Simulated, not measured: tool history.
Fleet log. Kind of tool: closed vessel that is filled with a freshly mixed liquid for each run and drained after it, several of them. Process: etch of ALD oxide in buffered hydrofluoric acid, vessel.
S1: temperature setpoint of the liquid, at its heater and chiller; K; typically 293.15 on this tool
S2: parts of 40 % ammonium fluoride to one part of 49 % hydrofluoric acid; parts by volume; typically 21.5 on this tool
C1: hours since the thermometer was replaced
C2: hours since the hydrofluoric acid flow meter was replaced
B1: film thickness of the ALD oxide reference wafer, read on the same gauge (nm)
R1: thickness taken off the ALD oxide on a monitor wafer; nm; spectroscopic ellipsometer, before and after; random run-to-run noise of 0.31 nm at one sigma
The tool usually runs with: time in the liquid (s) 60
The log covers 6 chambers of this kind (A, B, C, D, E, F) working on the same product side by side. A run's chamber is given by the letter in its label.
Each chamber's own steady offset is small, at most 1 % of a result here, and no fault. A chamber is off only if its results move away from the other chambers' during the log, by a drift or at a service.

{"run": "1C", "hour": 8.4, "S1": 293.15, "S2": 21.5, "time in the liquid (s)": 60, "C1": 128.6, "C2": 219.4, "B1": 90.018, "R1": 46.293}
{"run": "2B", "hour": 15.0, "S1": 293.15, "S2": 21.5, "time in the liquid (s)": 60, "C1": 576, "C2": 430.6, "B1": 90.012, "R1": 45.812}
{"run": "3F", "hour": 23.8, "S1": 293.15, "S2": 21.5, "time in the liquid (s)": 60, "C1": 295.4, "C2": 316.4, "B1": 90.031, "R1": 45.799}
{"run": "4D", "hour": 30.2, "S1": 293.15, "S2": 21.5, "time in the liquid (s)": 60, "C1": 906.2, "C2": 106.7, "B1": 89.988, "R1": 46.162}
{"run": "5A", "hour": 39.9, "S1": 293.15, "S2": 21.5, "time in the liquid (s)": 60, "C1": 474.2, "C2": 1465.2, "B1": 89.998, "R1": 45.474}
{"run": "6E", "hour": 45.3, "S1": 293.15, "S2": 21.5, "time in the liquid (s)": 60, "C1": 594.2, "C2": 164, "B1": 89.995, "R1": 45.806}
{"run": "7A", "hour": 52.1, "S1": 293.15, "S2": 21.5, "time in the liquid (s)": 60, "C1": 486.4, "C2": 1477.4, "B1": 89.995, "R1": 45.817}
{"run": "8D", "hour": 61.5, "S1": 293.15, "S2": 21.5, "time in the liquid (s)": 60, "C1": 937.5, "C2": 138, "B1": 89.983, "R1": 46.415}
{"run": "9F", "hour": 67.8, "S1": 293.15, "S2": 21.5, "time in the liquid (s)": 60, "C1": 339.4, "C2": 360.4, "B1": 90.008, "R1": 45.737}
{"run": "10E", "hour": 75.4, "S1": 293.15, "S2": 21.5, "time in the liquid (s)": 60, "C1": 624.3, "C2": 194.1, "B1": 90.002, "R1": 45.254}
{"run": "11B", "hour": 80.6, "S1": 293.15, "S2": 21.5, "time in the liquid (s)": 60, "C1": 641.6, "C2": 496.2, "B1": 89.987, "R1": 45.291}
{"run": "12C", "hour": 87.0, "S1": 293.15, "S2": 21.5, "time in the liquid (s)": 60, "C1": 207.2, "C2": 298, "B1": 90.005, "R1": 45.701}
{"run": "13B", "hour": 97.5, "S1": 293.15, "S2": 21.5, "time in the liquid (s)": 60, "C1": 658.5, "C2": 513.1, "B1": 89.972, "R1": 46.048}
{"run": "14D", "hour": 107.2, "S1": 293.15, "S2": 27.5, "time in the liquid (s)": 60, "C1": 983.2, "C2": 183.7, "B1": 90.009, "R1": 38.05}
{"run": "15C", "hour": 117.3, "S1": 293.15, "S2": 27.5, "time in the liquid (s)": 60, "C1": 237.5, "C2": 328.3, "B1": 90.031, "R1": 39.016}
{"run": "16A", "hour": 124.3, "S1": 293.15, "S2": 27.5, "time in the liquid (s)": 60, "C1": 558.6, "C2": 1549.6, "B1": 89.991, "R1": 38.478}
{"run": "17E", "hour": 132.1, "S1": 293.15, "S2": 27.5, "time in the liquid (s)": 60, "C1": 681, "C2": 250.8, "B1": 89.988, "R1": 38.723}
{"run": "18F", "hour": 141.1, "S1": 293.15, "S2": 27.5, "time in the liquid (s)": 60, "C1": 412.7, "C2": 433.7, "B1": 89.998, "R1": 38.14}
{"run": "19C", "hour": 146.3, "S1": 293.15, "S2": 27.5, "time in the liquid (s)": 60, "C1": 266.5, "C2": 357.3, "B1": 90.033, "R1": 38.993}
{"run": "20B", "hour": 153.9, "S1": 293.15, "S2": 21.5, "time in the liquid (s)": 60, "C1": 714.9, "C2": 569.5, "B1": 89.993, "R1": 45.372}
{"hour": 155.4, "done": "chamber A: hydrofluoric acid flow meter replaced"}
{"run": "21D", "hour": 159.8, "S1": 293.15, "S2": 21.5, "time in the liquid (s)": 60, "C1": 1035.8, "C2": 236.3, "B1": 90.001, "R1": 46.136}
{"run": "22F", "hour": 165.9, "S1": 293.15, "S2": 21.5, "time in the liquid (s)": 60, "C1": 437.5, "C2": 458.5, "B1": 90.025, "R1": 45.366}
{"run": "23E", "hour": 172.9, "S1": 293.15, "S2": 21.5, "time in the liquid (s)": 60, "C1": 721.8, "C2": 291.6, "B1": 90.007, "R1": 46.167}
{"run": "24A", "hour": 180.4, "S1": 293.15, "S2": 21.5, "time in the liquid (s)": 60, "C1": 614.7, "C2": 25, "B1": 90.013, "R1": 46.12}
{"run": "25D", "hour": 187.3, "S1": 293.15, "S2": 21.5, "time in the liquid (s)": 60, "C1": 1063.3, "C2": 263.8, "B1": 90, "R1": 45.576}
{"run": "26A", "hour": 191.8, "S1": 293.15, "S2": 21.5, "time in the liquid (s)": 60, "C1": 626.1, "C2": 36.4, "B1": 90.021, "R1": 46.47}
{"run": "27E", "hour": 199.2, "S1": 293.15, "S2": 21.5, "time in the liquid (s)": 60, "C1": 748.1, "C2": 317.9, "B1": 89.985, "R1": 45.8}
{"hour": 199.9, "done": "chamber B: thermometer replaced"}
{"run": "28B", "hour": 208.5, "S1": 295.65, "S2": 21.5, "time in the liquid (s)": 45, "C1": 8.6, "C2": 624.1, "B1": 89.982, "R1": 38.938}
{"run": "29C", "hour": 213.5, "S1": 295.65, "S2": 21.5, "time in the liquid (s)": 45, "C1": 333.7, "C2": 424.5, "B1": 90, "R1": 39.688}
{"run": "30F", "hour": 223.3, "S1": 295.65, "S2": 21.5, "time in the liquid (s)": 45, "C1": 494.9, "C2": 515.9, "B1": 90.007, "R1": 39.489}
{"run": "31C", "hour": 230.7, "S1": 295.65, "S2": 21.5, "time in the liquid (s)": 45, "C1": 350.9, "C2": 441.7, "B1": 90.008, "R1": 39.758}
{"run": "32A", "hour": 240.5, "S1": 295.65, "S2": 21.5, "time in the liquid (s)": 45, "C1": 674.8, "C2": 85.1, "B1": 89.983, "R1": 39.949}
{"run": "33D", "hour": 249.7, "S1": 295.65, "S2": 21.5, "time in the liquid (s)": 45, "C1": 1125.7, "C2": 326.2, "B1": 89.994, "R1": 39.149}
{"run": "34F", "hour": 254.7, "S1": 293.15, "S2": 21.5, "time in the liquid (s)": 60, "C1": 526.3, "C2": 547.3, "B1": 90.016, "R1": 45.097}
{"run": "35E", "hour": 264.2, "S1": 293.15, "S2": 21.5, "time in the liquid (s)": 60, "C1": 813.1, "C2": 382.9, "B1": 90.011, "R1": 45.226}
{"run": "36B", "hour": 272.9, "S1": 293.15, "S2": 18, "time in the liquid (s)": 60, "C1": 73, "C2": 688.5, "B1": 89.996, "R1": 53.38}
{"run": "37B", "hour": 281.0, "S1": 293.15, "S2": 18, "time in the liquid (s)": 60, "C1": 81.1, "C2": 696.6, "B1": 90.005, "R1": 53.017}
{"run": "38A", "hour": 287.5, "S1": 293.15, "S2": 18, "time in the liquid (s)": 60, "C1": 721.8, "C2": 132.1, "B1": 90.009, "R1": 55.361}
{"run": "39E", "hour": 294.0, "S1": 293.15, "S2": 18, "time in the liquid (s)": 60, "C1": 842.9, "C2": 412.7, "B1": 89.995, "R1": 53.501}

Decide between three cases: one chamber stands off from its peers, the gauge reading all wafers drifts, or nothing is wrong past each chamber's small offset. Where a chamber is off, say which and what most likely put it there.

Little by little, chamber A moves away from the other chambers.
Likeliest cause: liquid hotter than its thermometer reads (K) = 0.745.

Chamber A could run next with any of the 4 candidate recipes listed below; each alters the usual settings, and their results appear as question marks. Which one brings its results back in line with what the other chambers deliver on the usual settings?
In line means no further than this from the other chambers' mean on the usual settings: R1 1.1 nm
{"run": "40A-1", "hour": 301.5, "S1": 293.65, "S2": 21.5, "time in the liquid (s)": 60, "R1": "?"}
{"run": "40A-2", "hour": 301.5, "S1": 293.15, "S2": 21.5, "time in the liquid (s)": 65, "R1": "?"}
{"run": "40A-3", "hour": 301.5, "S1": 293.15, "S2": 24, "time in the liquid (s)": 60, "R1": "?"}
{"run": "40A-4", "hour": 301.5, "S1": 293.15, "S2": 22.5, "time in the liquid (s)": 60, "R1": "?"}

What the other chambers average on the usual settings: R1 45.778 nm
run=40A-1 R1=48.511
run=40A-2 R1=51.078
run=40A-3 R1=43.653
run=40A-4 R1=45.671
40A-4 puts the chamber back in line with the other chambers.
